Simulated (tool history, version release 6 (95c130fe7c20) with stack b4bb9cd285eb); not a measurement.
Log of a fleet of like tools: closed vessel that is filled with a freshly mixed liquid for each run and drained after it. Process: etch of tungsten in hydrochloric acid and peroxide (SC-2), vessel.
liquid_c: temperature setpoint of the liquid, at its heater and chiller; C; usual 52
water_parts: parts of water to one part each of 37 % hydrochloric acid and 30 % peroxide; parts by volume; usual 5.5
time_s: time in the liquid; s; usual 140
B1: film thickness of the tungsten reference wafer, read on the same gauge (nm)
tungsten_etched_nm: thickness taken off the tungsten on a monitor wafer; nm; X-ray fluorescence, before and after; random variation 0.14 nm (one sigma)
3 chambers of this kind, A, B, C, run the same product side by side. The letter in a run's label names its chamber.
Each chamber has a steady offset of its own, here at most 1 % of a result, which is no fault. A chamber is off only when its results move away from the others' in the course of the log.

Run 1B, hour 12.8: usual settings; B1 120. Result: tungsten_etched_nm 28.872 nm.
Run 2A, hour 25: usual settings; B1 120. Result: tungsten_etched_nm 28.865 nm.
Run 3C, hour 38.3: usual settings; B1 120.01. Result: tungsten_etched_nm 28.533 nm.
Run 4C, hour 44.6: usual settings; B1 120.01. Result: tungsten_etched_nm 28.672 nm.
Run 5B, hour 51: usual settings but liquid_c 49 C, water_parts 7.5 parts by volume; B1 120.01. Result: tungsten_etched_nm 18.679 nm.
Run 6A, hour 61.8: usual settings but liquid_c 49 C, water_parts 7.5 parts by volume; B1 119.99. Result: tungsten_etched_nm 18.558 nm.
Run 7C, hour 69.1: usual settings but liquid_c 49 C, water_parts 7.5 parts by volume; B1 120. Result: tungsten_etched_nm 18.397 nm.
Run 8A, hour 80.7: usual settings; B1 120.01. Result: tungsten_etched_nm 28.69 nm.
Run 9B, hour 90.3: usual settings; B1 119.99. Result: tungsten_etched_nm 28.669 nm.
Run 10C, hour 100.8: usual settings; B1 120.02. Result: tungsten_etched_nm 28.457 nm.
Run 11A, hour 108.2: usual settings; B1 120.01. Result: tungsten_etched_nm 28.777 nm.
Run 12B, hour 116.7: usual settings; B1 120.01. Result: tungsten_etched_nm 28.937 nm.
Run 13A, hour 130.6: usual settings but water_parts 4 parts by volume; B1 120. Result: tungsten_etched_nm 35.41 nm.
At hour 142: chamber C: new drum of peroxide connected.
Run 14B, hour 144.3: usual settings but water_parts 4 parts by volume; B1 120.01. Result: tungsten_etched_nm 36.513 nm.
Run 15C, hour 152.7: usual settings but water_parts 4 parts by volume; B1 120.01. Result: tungsten_etched_nm 35.616 nm.
Run 16C, hour 165.1: usual settings; B1 119.99. Result: tungsten_etched_nm 28.66 nm.
Run 17A, hour 174.3: usual settings; B1 119.99. Result: tungsten_etched_nm 28.703 nm.
Run 18B, hour 180.6: usual settings; B1 120.02. Result: tungsten_etched_nm 29.507 nm.
Run 19C, hour 190.4: usual settings; B1 120.01. Result: tungsten_etched_nm 28.598 nm.
Run 20A, hour 202.8: usual settings; B1 120.01. Result: tungsten_etched_nm 28.656 nm.
Run 21B, hour 210.4: usual settings; B1 120. Result: tungsten_etched_nm 29.334 nm.
Run 22B, hour 220.6: usual settings; B1 120.01. Result: tungsten_etched_nm 29.487 nm.
Run 23C, hour 234.7: usual settings; B1 119.99. Result: tungsten_etched_nm 28.566 nm.
Run 24A, hour 248.2: usual settings; B1 120.01. Result: tungsten_etched_nm 28.696 nm.
Run 25B, hour 262.1: usual settings; B1 120.03. Result: tungsten_etched_nm 29.613 nm.
Run 26A, hour 274.5: usual settings; B1 120. Result: tungsten_etched_nm 28.507 nm.
Run 27C, hour 284.2: usual settings; B1 119.99. Result: tungsten_etched_nm 28.422 nm.
Run 28B, hour 296.6: usual settings; B1 120.02. Result: tungsten_etched_nm 30.227 nm.
Run 29A, hour 305.9: usual settings; B1 120.02. Result: tungsten_etched_nm 28.846 nm.
Run 30C, hour 319: usual settings; B1 120. Result: tungsten_etched_nm 28.683 nm.
Run 31C, hour 329.7: usual settings but time_s 180 s; B1 120. Result: tungsten_etched_nm 36.811 nm.
Run 32A, hour 340.8: usual settings but time_s 180 s; B1 120. Result: tungsten_etched_nm 37.044 nm.
Run 33B, hour 350.7: usual settings but time_s 180 s; B1 119.99. Result: tungsten_etched_nm 39.153 nm.
Run 34A, hour 358.2: usual settings; B1 120.02. Result: tungsten_etched_nm 28.746 nm.
Run 35C, hour 364.8: usual settings; B1 120. Result: tungsten_etched_nm 28.523 nm.
Run 36B, hour 372.4: usual settings; B1 119.98. Result: tungsten_etched_nm 30.603 nm.
Run 37B, hour 383.2: usual settings; B1 119.99. Result: tungsten_etched_nm 30.926 nm.
Run 38A, hour 390.7: usual settings; B1 119.98. Result: tungsten_etched_nm 28.77 nm.
Run 39C, hour 399.9: usual settings; B1 119.98. Result: tungsten_etched_nm 28.282 nm.
Run 40C, hour 408.3: usual settings; B1 119.98. Result: tungsten_etched_nm 28.443 nm.

Is one chamber off against the others, does the gauge drift, or is nothing wrong? If a chamber is off, say which, and what the likeliest cause is.

Chamber B drifts away from the others.
Cause: chemicals flow above the setpoint (%) = 9.76.
The log may not tell that from: liquid hotter than its thermometer reads (K).

Here are 4 candidates for chamber B's next run, each the usual settings with a change, their results left as question marks. Which one brings its results back in line with what the others give on the usual settings?
In line means no further than this from the other chambers' mean on the usual settings: tungsten_etched_nm 0.48 nm
Run 41B-1, hour 418.4: usual settings but liquid_c 51 C, time_s 130 s. Result: tungsten_etched_nm ?.
Run 41B-2, hour 418.4: usual settings but water_parts 5 parts by volume. Result: tungsten_etched_nm ?.
Run 41B-3, hour 418.4: usual settings but water_parts 6 parts by volume. Result: tungsten_etched_nm ?.
Run 41B-4, hour 418.4: usual settings but water_parts 4.5 parts by volume. Result: tungsten_etched_nm ?.

The other chambers' mean on the usual settings: tungsten_etched_nm 28.653 nm
  run  tungsten_etched_nm
41B-1              26.783
41B-2              32.986
41B-3              28.904
41B-4              35.496
41B-3 brings the chamber back in line.
